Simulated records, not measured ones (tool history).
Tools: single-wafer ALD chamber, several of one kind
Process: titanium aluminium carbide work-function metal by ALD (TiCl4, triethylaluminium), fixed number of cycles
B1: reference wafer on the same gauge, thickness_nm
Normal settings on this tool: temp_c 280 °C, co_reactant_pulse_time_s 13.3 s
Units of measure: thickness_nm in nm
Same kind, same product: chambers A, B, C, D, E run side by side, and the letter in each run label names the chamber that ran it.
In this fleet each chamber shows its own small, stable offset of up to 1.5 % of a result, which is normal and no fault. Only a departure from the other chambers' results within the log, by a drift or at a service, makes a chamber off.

{"run": "1E", "hour": 8.3, "temp_c": 280, "co_reactant_pulse_time_s": 13.3, "B1": 1.5601, "thickness_nm": 1.8638}
{"run": "2D", "hour": 22.5, "temp_c": 280, "co_reactant_pulse_time_s": 13.3, "B1": 1.5601, "thickness_nm": 1.855}
{"run": "3C", "hour": 35.2, "temp_c": 280, "co_reactant_pulse_time_s": 13.3, "B1": 1.5597, "thickness_nm": 1.8557}
{"run": "4B", "hour": 45.3, "temp_c": 280, "co_reactant_pulse_time_s": 13.3, "B1": 1.5623, "thickness_nm": 1.8491}
{"hour": 48.6, "done": "chamber C: triethylaluminium bottle replaced"}
{"run": "5A", "hour": 54.8, "temp_c": 280, "co_reactant_pulse_time_s": 13.3, "B1": 1.5604, "thickness_nm": 1.8609}
{"run": "6B", "hour": 61.8, "temp_c": 280, "co_reactant_pulse_time_s": 13.3, "B1": 1.5605, "thickness_nm": 1.844}
{"run": "7D", "hour": 69.2, "temp_c": 280, "co_reactant_pulse_time_s": 13.3, "B1": 1.5604, "thickness_nm": 1.833}
{"run": "8A", "hour": 76.1, "temp_c": 280, "co_reactant_pulse_time_s": 13.3, "B1": 1.5601, "thickness_nm": 1.8696}
{"run": "9E", "hour": 86.0, "temp_c": 280, "co_reactant_pulse_time_s": 13.3, "B1": 1.561, "thickness_nm": 1.8498}
{"run": "10C", "hour": 95.6, "temp_c": 280, "co_reactant_pulse_time_s": 13.3, "B1": 1.5593, "thickness_nm": 1.8686}
{"run": "11A", "hour": 105.3, "temp_c": 280, "co_reactant_pulse_time_s": 13.3, "B1": 1.558, "thickness_nm": 1.8589}
{"run": "12D", "hour": 115.2, "temp_c": 280, "co_reactant_pulse_time_s": 13.3, "B1": 1.5585, "thickness_nm": 1.8332}
{"hour": 118.5, "done": "chamber D: triethylaluminium bottle replaced"}
{"run": "13B", "hour": 123.1, "temp_c": 280, "co_reactant_pulse_time_s": 13.3, "B1": 1.5597, "thickness_nm": 1.8495}
{"run": "14C", "hour": 138.2, "temp_c": 280, "co_reactant_pulse_time_s": 13.3, "B1": 1.561, "thickness_nm": 1.855}
{"run": "15E", "hour": 149.0, "temp_c": 280, "co_reactant_pulse_time_s": 13.3, "B1": 1.5584, "thickness_nm": 1.8678}
{"hour": 149.4, "done": "chamber D: thermocouple changed; heater temperature recalibrated"}
{"hour": 149.5, "done": "chamber B: thermocouple changed; heater temperature recalibrated"}
{"run": "16A", "hour": 163.8, "temp_c": 280, "co_reactant_pulse_time_s": 13.3, "B1": 1.5587, "thickness_nm": 1.863}
{"run": "17D", "hour": 178.2, "temp_c": 280, "co_reactant_pulse_time_s": 13.3, "B1": 1.5595, "thickness_nm": 1.8325}
{"run": "18B", "hour": 192.3, "temp_c": 280, "co_reactant_pulse_time_s": 13.3, "B1": 1.56, "thickness_nm": 1.8033}
{"run": "19E", "hour": 203.5, "temp_c": 280, "co_reactant_pulse_time_s": 13.3, "B1": 1.5595, "thickness_nm": 1.8489}
{"run": "20C", "hour": 213.8, "temp_c": 280, "co_reactant_pulse_time_s": 13.3, "B1": 1.5584, "thickness_nm": 1.8377}
{"run": "21B", "hour": 227.9, "temp_c": 287, "co_reactant_pulse_time_s": 11.16, "B1": 1.5601, "thickness_nm": 1.8295}
{"run": "22E", "hour": 235.7, "temp_c": 287, "co_reactant_pulse_time_s": 11.16, "B1": 1.5618, "thickness_nm": 1.8902}
{"run": "23C", "hour": 243.8, "temp_c": 287, "co_reactant_pulse_time_s": 11.16, "B1": 1.5593, "thickness_nm": 1.8831}
{"run": "24A", "hour": 253.6, "temp_c": 287, "co_reactant_pulse_time_s": 11.16, "B1": 1.5595, "thickness_nm": 1.8843}
{"run": "25D", "hour": 261.9, "temp_c": 287, "co_reactant_pulse_time_s": 11.16, "B1": 1.5591, "thickness_nm": 1.877}
{"run": "26A", "hour": 273.7, "temp_c": 280, "co_reactant_pulse_time_s": 13.3, "B1": 1.5579, "thickness_nm": 1.8669}
{"run": "27C", "hour": 287.3, "temp_c": 280, "co_reactant_pulse_time_s": 13.3, "B1": 1.5599, "thickness_nm": 1.8557}
{"hour": 297.9, "done": "chamber B: triethylaluminium bottle replaced"}
{"run": "28D", "hour": 301.7, "temp_c": 280, "co_reactant_pulse_time_s": 13.3, "B1": 1.5587, "thickness_nm": 1.8409}
{"hour": 310.5, "done": "chamber E: triethylaluminium bottle replaced"}
{"run": "29B", "hour": 313.0, "temp_c": 280, "co_reactant_pulse_time_s": 13.3, "B1": 1.5592, "thickness_nm": 1.8028}
{"run": "30E", "hour": 324.7, "temp_c": 280, "co_reactant_pulse_time_s": 13.3, "B1": 1.5594, "thickness_nm": 1.8595}
{"run": "31C", "hour": 335.2, "temp_c": 280, "co_reactant_pulse_time_s": 13.3, "B1": 1.56, "thickness_nm": 1.8526}

All chambers now run identical settings, listed one chamber a line with results as question marks. What results will each chamber show?
{"run": "32A", "hour": 346.1, "temp_c": 280, "co_reactant_pulse_time_s": 13.3, "thickness_nm": "?"}
{"run": "32B", "hour": 346.1, "temp_c": 280, "co_reactant_pulse_time_s": 13.3, "thickness_nm": "?"}
{"run": "32C", "hour": 346.1, "temp_c": 280, "co_reactant_pulse_time_s": 13.3, "thickness_nm": "?"}
{"run": "32D", "hour": 346.1, "temp_c": 280, "co_reactant_pulse_time_s": 13.3, "thickness_nm": "?"}
{"run": "32E", "hour": 346.1, "temp_c": 280, "co_reactant_pulse_time_s": 13.3, "thickness_nm": "?"}

run=32A thickness_nm=1.8683
run=32B thickness_nm=1.7996
run=32C thickness_nm=1.8687
run=32D thickness_nm=1.8391
run=32E thickness_nm=1.8607
